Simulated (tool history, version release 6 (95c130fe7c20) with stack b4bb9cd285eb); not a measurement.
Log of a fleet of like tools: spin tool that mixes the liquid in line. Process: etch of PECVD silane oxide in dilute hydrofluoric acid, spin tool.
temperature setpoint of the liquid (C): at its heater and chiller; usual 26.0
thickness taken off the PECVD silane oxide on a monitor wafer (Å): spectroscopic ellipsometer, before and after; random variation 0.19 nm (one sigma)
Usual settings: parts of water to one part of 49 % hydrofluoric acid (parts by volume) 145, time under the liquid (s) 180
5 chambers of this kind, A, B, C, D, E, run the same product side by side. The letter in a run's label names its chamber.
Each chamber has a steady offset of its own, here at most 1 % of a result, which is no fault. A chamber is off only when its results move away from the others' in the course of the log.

| run | day | temperature setpoint of the liquid (C) | parts of water to one part of 49 % hydrofluoric acid (parts by volume) | time under the liquid (s) | hours since the thermometer was replaced | hours since the hydrofluoric acid flow meter was replaced | read-back film thickness of the PECVD silane oxide reference wafer, read on the same gauge (nm) | thickness taken off the PECVD silane oxide on a monitor wafer (Å) |
|---|---|---|---|---|---|---|---|---|
| 1D | 0.133 | 26.0 | 145 | 180 | 116.4 | 278.4 | 60.001 | 212.79 |
| 2C | 0.229 | 26.0 | 145 | 180 | 418.9 | 725.1 | 60.020 | 212.42 |
| 3A | 0.362 | 26.0 | 145 | 180 | 1285.8 | 1650.3 | 60.009 | 211.97 |
| 4E | 0.504 | 26.0 | 145 | 180 | 1969.1 | 502.9 | 60.002 | 209.76 |
| 5B | 0.692 | 26.0 | 145 | 180 | 1033.4 | 1059.6 | 59.983 | 210.26 |
| 6A | 0.808 | 26.0 | 145 | 180 | 1296.5 | 1661.0 | 59.981 | 212.05 |
| 7E | 0.971 | 26.0 | 145 | 180 | 1980.3 | 514.1 | 59.988 | 213.40 |
| 8D | 1.071 | 26.0 | 145 | 180 | 138.9 | 300.9 | 60.001 | 214.19 |
| 9B | 1.188 | 26.0 | 145 | 180 | 1045.3 | 1071.5 | 60.036 | 211.57 |
| 10C | 1.308 | 26.0 | 145 | 180 | 444.8 | 751.0 | 60.013 | 206.19 |
| 11A | 1.496 | 26.0 | 145 | 180 | 1313.0 | 1677.5 | 59.992 | 211.44 |
| 12D | 1.612 | 26.0 | 145 | 180 | 151.9 | 313.9 | 60.010 | 211.06 |
| 13B | 1.746 | 26.0 | 110 | 180 | 1058.7 | 1084.9 | 60.006 | 294.77 |
| 14C | 1.912 | 26.0 | 110 | 180 | 459.3 | 765.5 | 60.011 | 286.15 |
| 15E | 2.075 | 26.0 | 110 | 180 | 2006.8 | 540.6 | 60.003 | 288.13 |
| 16B | 2.188 | 26.0 | 110 | 180 | 1069.3 | 1095.5 | 59.990 | 289.29 |
| 17E | 2.300 | 26.0 | 110 | 180 | 2012.2 | 546.0 | 59.992 | 289.65 |
| 18C | 2.504 | 26.0 | 145 | 180 | 473.5 | 779.7 | 60.024 | 207.08 |
| 19D | 2.662 | 26.0 | 145 | 180 | 177.1 | 339.1 | 60.024 | 211.94 |
| 20A | 2.788 | 29.0 | 145 | 80 | 1344.0 | 1708.5 | 59.987 | 103.72 |
| 21B | 2.967 | 29.0 | 145 | 80 | 1088.0 | 1114.2 | 59.996 | 105.43 |
| 22A | 3.179 | 29.0 | 145 | 80 | 1353.4 | 1717.9 | 59.998 | 102.23 |
| 23E | 3.354 | 29.0 | 145 | 80 | 2037.5 | 571.3 | 60.022 | 103.38 |
| 24D | 3.517 | 29.0 | 145 | 80 | 197.6 | 359.6 | 60.000 | 104.84 |
| 25C | 3.683 | 26.0 | 145 | 180 | 501.8 | 808.0 | 59.997 | 202.38 |
| 26C | 3.892 | 28.0 | 145 | 180 | 506.8 | 813.0 | 59.981 | 216.26 |
| 27E | 4.083 | 28.0 | 145 | 180 | 2055.0 | 588.8 | 60.004 | 227.77 |
| 28B | 4.242 | 28.0 | 145 | 180 | 1118.6 | 1144.8 | 59.999 | 223.40 |
| 29A | 4.438 | 28.0 | 145 | 180 | 1383.6 | 1748.1 | 59.997 | 223.91 |
| 30D | 4.654 | 28.0 | 145 | 180 | 224.9 | 386.9 | 60.001 | 226.34 |
| 31C | 4.825 | 26.0 | 145 | 180 | 529.2 | 835.4 | 59.995 | 198.74 |
| 32B | 4.929 | 26.0 | 145 | 180 | 1135.1 | 1161.3 | 59.997 | 208.32 |
| 33E | 5.142 | 26.0 | 145 | 180 | 2080.4 | 614.2 | 60.017 | 210.40 |
| 34A | 5.354 | 26.0 | 145 | 180 | 1405.6 | 1770.1 | 60.027 | 210.83 |
| 35D | 5.454 | 26.0 | 145 | 180 | 244.1 | 406.1 | 59.985 | 215.62 |
| 36C | 5.654 | 26.0 | 145 | 180 | 549.1 | 855.3 | 59.984 | 195.89 |

Next, every chamber runs the same settings. What will each give?
| 37A | 5.808 | 21.5 | 145 | 180 |  |  |  | ? |
| 37B | 5.808 | 21.5 | 145 | 180 |  |  |  | ? |
| 37C | 5.808 | 21.5 | 145 | 180 |  |  |  | ? |
| 37D | 5.808 | 21.5 | 145 | 180 |  |  |  | ? |
| 37E | 5.808 | 21.5 | 145 | 180 |  |  |  | ? |

| run | thickness taken off the PECVD silane oxide on a monitor wafer (Å) |
|---|---|
| 37A | 177.57 |
| 37B | 178.39 |
| 37C | 162.66 |
| 37D | 176.54 |
| 37E | 179.10 |
